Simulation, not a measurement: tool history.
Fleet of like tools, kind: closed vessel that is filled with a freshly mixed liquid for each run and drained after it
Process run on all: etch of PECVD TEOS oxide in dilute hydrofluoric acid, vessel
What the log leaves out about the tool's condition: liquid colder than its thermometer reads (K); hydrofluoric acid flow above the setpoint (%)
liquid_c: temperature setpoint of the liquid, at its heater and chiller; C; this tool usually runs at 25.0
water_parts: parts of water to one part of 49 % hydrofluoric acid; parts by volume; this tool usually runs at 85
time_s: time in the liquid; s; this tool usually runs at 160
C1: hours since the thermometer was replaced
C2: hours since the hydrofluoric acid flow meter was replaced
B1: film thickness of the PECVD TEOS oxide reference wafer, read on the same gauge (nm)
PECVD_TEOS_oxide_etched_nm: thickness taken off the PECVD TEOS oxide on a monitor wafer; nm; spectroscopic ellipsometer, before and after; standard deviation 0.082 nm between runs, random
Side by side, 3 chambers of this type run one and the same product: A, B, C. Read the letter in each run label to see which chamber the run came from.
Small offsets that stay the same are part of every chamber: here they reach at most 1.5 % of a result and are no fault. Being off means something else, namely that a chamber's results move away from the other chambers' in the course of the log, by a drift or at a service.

Run 1A, day 0.088: usual settings; C1 736.4; C2 265.4; B1 129.99. Result: PECVD_TEOS_oxide_etched_nm 16.9830 nm.
Run 2B, day 0.271: usual settings; C1 964.6; C2 1496.5; B1 129.98. Result: PECVD_TEOS_oxide_etched_nm 17.1560 nm.
Run 3C, day 0.392: usual settings; C1 1307.2; C2 743.2; B1 130.00. Result: PECVD_TEOS_oxide_etched_nm 17.2470 nm.
Run 4A, day 0.492: usual settings; C1 746.1; C2 275.1; B1 130.00. Result: PECVD_TEOS_oxide_etched_nm 17.1200 nm.
Run 5C, day 0.579: usual settings but liquid_c 22.0 C, time_s 100 s; C1 1311.7; C2 747.7; B1 130.00. Result: PECVD_TEOS_oxide_etched_nm 9.5871 nm.
Run 6B, day 0.675: usual settings but liquid_c 22.0 C, time_s 100 s; C1 974.3; C2 1506.2; B1 130.02. Result: PECVD_TEOS_oxide_etched_nm 9.5309 nm.
Run 7C, day 0.758: usual settings but liquid_c 22.0 C, time_s 100 s; C1 1316.0; C2 752.0; B1 130.01. Result: PECVD_TEOS_oxide_etched_nm 9.5510 nm.
Run 8A, day 0.871: usual settings; C1 755.2; C2 284.2; B1 130.02. Result: PECVD_TEOS_oxide_etched_nm 16.9240 nm.
Run 9B, day 0.996: usual settings but time_s 250 s; C1 982.0; C2 1513.9; B1 130.01. Result: PECVD_TEOS_oxide_etched_nm 26.6360 nm.
Run 10B, day 1.183: usual settings but time_s 250 s; C1 986.5; C2 1518.4; B1 130.02. Result: PECVD_TEOS_oxide_etched_nm 26.8780 nm.
Run 11C, day 1.300: usual settings but time_s 250 s; C1 1329.0; C2 765.0; B1 130.00. Result: PECVD_TEOS_oxide_etched_nm 27.2430 nm.
Run 12A, day 1.450: usual settings; C1 769.1; C2 298.1; B1 130.01. Result: PECVD_TEOS_oxide_etched_nm 17.0850 nm.
Run 13C, day 1.600: usual settings; C1 1336.2; C2 772.2; B1 130.01. Result: PECVD_TEOS_oxide_etched_nm 17.4400 nm.
Run 14A, day 1.788: usual settings but liquid_c 23.5 C, water_parts 100 parts by volume; C1 777.2; C2 306.2; B1 130.00. Result: PECVD_TEOS_oxide_etched_nm 13.3850 nm.
Run 15B, day 1.967: usual settings but liquid_c 23.5 C, water_parts 100 parts by volume; C1 1005.3; C2 1537.2; B1 130.01. Result: PECVD_TEOS_oxide_etched_nm 13.5810 nm.
Run 16C, day 2.083: usual settings but liquid_c 23.5 C, water_parts 100 parts by volume; C1 1347.8; C2 783.8; B1 130.00. Result: PECVD_TEOS_oxide_etched_nm 13.7400 nm.
Run 17B, day 2.246: usual settings; C1 1012.0; C2 1543.9; B1 130.01. Result: PECVD_TEOS_oxide_etched_nm 17.3030 nm.
Run 18A, day 2.367: usual settings; C1 791.1; C2 320.1; B1 130.01. Result: PECVD_TEOS_oxide_etched_nm 17.1240 nm.
Run 19C, day 2.488: usual settings but time_s 190 s; C1 1357.5; C2 793.5; B1 129.99. Result: PECVD_TEOS_oxide_etched_nm 21.0040 nm.
Run 20B, day 2.600: usual settings but time_s 190 s; C1 1020.5; C2 1552.4; B1 129.98. Result: PECVD_TEOS_oxide_etched_nm 20.5720 nm.
At day 2.704: chamber C: thermometer replaced.
Run 21A, day 2.742: usual settings but time_s 190 s; C1 800.1; C2 329.1; B1 129.99. Result: PECVD_TEOS_oxide_etched_nm 20.1690 nm.
Run 22B, day 2.850: usual settings; C1 1026.5; C2 1558.4; B1 130.01. Result: PECVD_TEOS_oxide_etched_nm 17.2040 nm.
Run 23A, day 3.025: usual settings; C1 806.9; C2 335.9; B1 130.00. Result: PECVD_TEOS_oxide_etched_nm 17.1670 nm.
Run 24C, day 3.212: usual settings; C1 12.2; C2 810.9; B1 129.98. Result: PECVD_TEOS_oxide_etched_nm 17.8060 nm.
Run 25A, day 3.396: usual settings; C1 815.8; C2 344.8; B1 130.00. Result: PECVD_TEOS_oxide_etched_nm 17.0040 nm.
Run 26B, day 3.492: usual settings; C1 1041.9; C2 1573.8; B1 130.01. Result: PECVD_TEOS_oxide_etched_nm 17.1930 nm.
Run 27C, day 3.588: usual settings; C1 21.2; C2 819.9; B1 129.99. Result: PECVD_TEOS_oxide_etched_nm 17.8270 nm.
Run 28A, day 3.683: usual settings; C1 822.7; C2 351.7; B1 129.99. Result: PECVD_TEOS_oxide_etched_nm 17.1240 nm.
Run 29B, day 3.788: usual settings but water_parts 120 parts by volume; C1 1049.0; C2 1580.9; B1 129.99. Result: PECVD_TEOS_oxide_etched_nm 11.6280 nm.
Run 30C, day 3.942: usual settings but water_parts 120 parts by volume; C1 29.7; C2 828.4; B1 130.02. Result: PECVD_TEOS_oxide_etched_nm 12.1040 nm.
Run 31A, day 4.125: usual settings but water_parts 120 parts by volume; C1 833.3; C2 362.3; B1 129.99. Result: PECVD_TEOS_oxide_etched_nm 11.5220 nm.
Run 32C, day 4.254: usual settings; C1 37.2; C2 835.9; B1 130.01. Result: PECVD_TEOS_oxide_etched_nm 18.1070 nm.
Run 33B, day 4.429: usual settings; C1 1064.4; C2 1596.3; B1 129.98. Result: PECVD_TEOS_oxide_etched_nm 17.2280 nm.
Run 34B, day 4.546: usual settings; C1 1067.2; C2 1599.1; B1 130.02. Result: PECVD_TEOS_oxide_etched_nm 17.2390 nm.
Run 35A, day 4.738: usual settings; C1 848.0; C2 377.0; B1 129.98. Result: PECVD_TEOS_oxide_etched_nm 16.9850 nm.
At day 4.829: chamber B: hydrofluoric acid flow meter replaced.
Run 36C, day 4.896: usual settings; C1 52.6; C2 851.3; B1 129.99. Result: PECVD_TEOS_oxide_etched_nm 18.1260 nm.
Run 37B, day 5.012: usual settings; C1 1078.4; C2 4.5; B1 130.00. Result: PECVD_TEOS_oxide_etched_nm 17.1300 nm.
Run 38A, day 5.146: usual settings; C1 857.8; C2 386.8; B1 129.99. Result: PECVD_TEOS_oxide_etched_nm 17.0360 nm.

All 3 chambers run these settings next. Forecast each chamber's results:
Run 39A, day 5.283: usual settings but liquid_c 28.5 C. Result: PECVD_TEOS_oxide_etched_nm ?.
Run 39B, day 5.283: usual settings but liquid_c 28.5 C. Result: PECVD_TEOS_oxide_etched_nm ?.
Run 39C, day 5.283: usual settings but liquid_c 28.5 C. Result: PECVD_TEOS_oxide_etched_nm ?.

run  PECVD_TEOS_oxide_etched_nm
39A                     19.5830
39B                     19.5690
39C                     20.9880
